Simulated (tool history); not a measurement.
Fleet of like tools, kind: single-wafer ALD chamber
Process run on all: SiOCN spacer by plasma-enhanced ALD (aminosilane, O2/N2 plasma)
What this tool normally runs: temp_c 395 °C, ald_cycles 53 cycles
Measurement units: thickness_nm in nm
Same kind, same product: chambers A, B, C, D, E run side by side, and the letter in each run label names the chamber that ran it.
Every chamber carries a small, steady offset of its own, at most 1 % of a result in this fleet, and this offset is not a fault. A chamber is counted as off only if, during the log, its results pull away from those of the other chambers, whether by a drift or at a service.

run	hour	temp_c	ald_cycles	read-back reference wafer on the same gauge, thickness_nm	thickness_nm
1B	5.5	395	53	3.0729	3.1788
2A	10	395	53	3.0706	3.2047
3C	15.5	395	53	3.069	3.2087
4E	20.7	395	53	3.0702	3.2263
5D	28.1	395	53	3.0711	3.21
6C	35.9	395	43	3.0688	2.5984
7D	40.1	395	43	3.0688	2.5922
8E	46	395	43	3.0688	2.6128
9B	53.1	395	43	3.0698	2.59
10A	60.1	395	43	3.0699	2.5854
11D	66.2	395	53	3.07	3.2126
12A	70.9	400	57	3.0707	3.4068
13E	76.4	400	57	3.0697	3.4308
14C	80.2	400	57	3.0709	3.4035
15B	84.3	400	57	3.0689	3.3865
16A	88.1	400	57	3.0702	3.3985
17B	92	395	53	3.07	3.1819
18C	96.2	395	53	3.0707	3.2148
19D	99.6	395	53	3.0703	3.2088
20E	105	395	53	3.0711	3.2163
21A	110.9	395	53	3.07	3.1977
22D	117.9	395	53	3.0687	3.2064
23E	122.9	395	53	3.0693	3.2153
24C	129.9	395	53	3.0701	3.2128
25B	134.1	386	63	3.0706	3.8146
26C	141.7	386	63	3.0676	3.8218
27A	147.3	386	63	3.0702	3.7901
28B	154.6	386	63	3.0697	3.7819
29D	158.3	386	63	3.0704	3.8074
30E	162.6	395	53	3.0687	3.2237
31A	166.4	395	53	3.0697	3.2007
32D	171	395	53	3.0686	3.2024
33C	177.6	395	53	3.0703	3.2057
34B	185.1	395	53	3.0703	3.1966
35E	188.6	395	53	3.0692	3.229
36B	194.8	395	53	3.0679	3.1824

One chamber off, gauge drift, or nothing amiss beyond the chambers' own small offsets? If it is a chamber, which one, and what is the likeliest cause?

Nothing is wrong: each chamber keeps only its own small, steady offset and the gauge holds still.
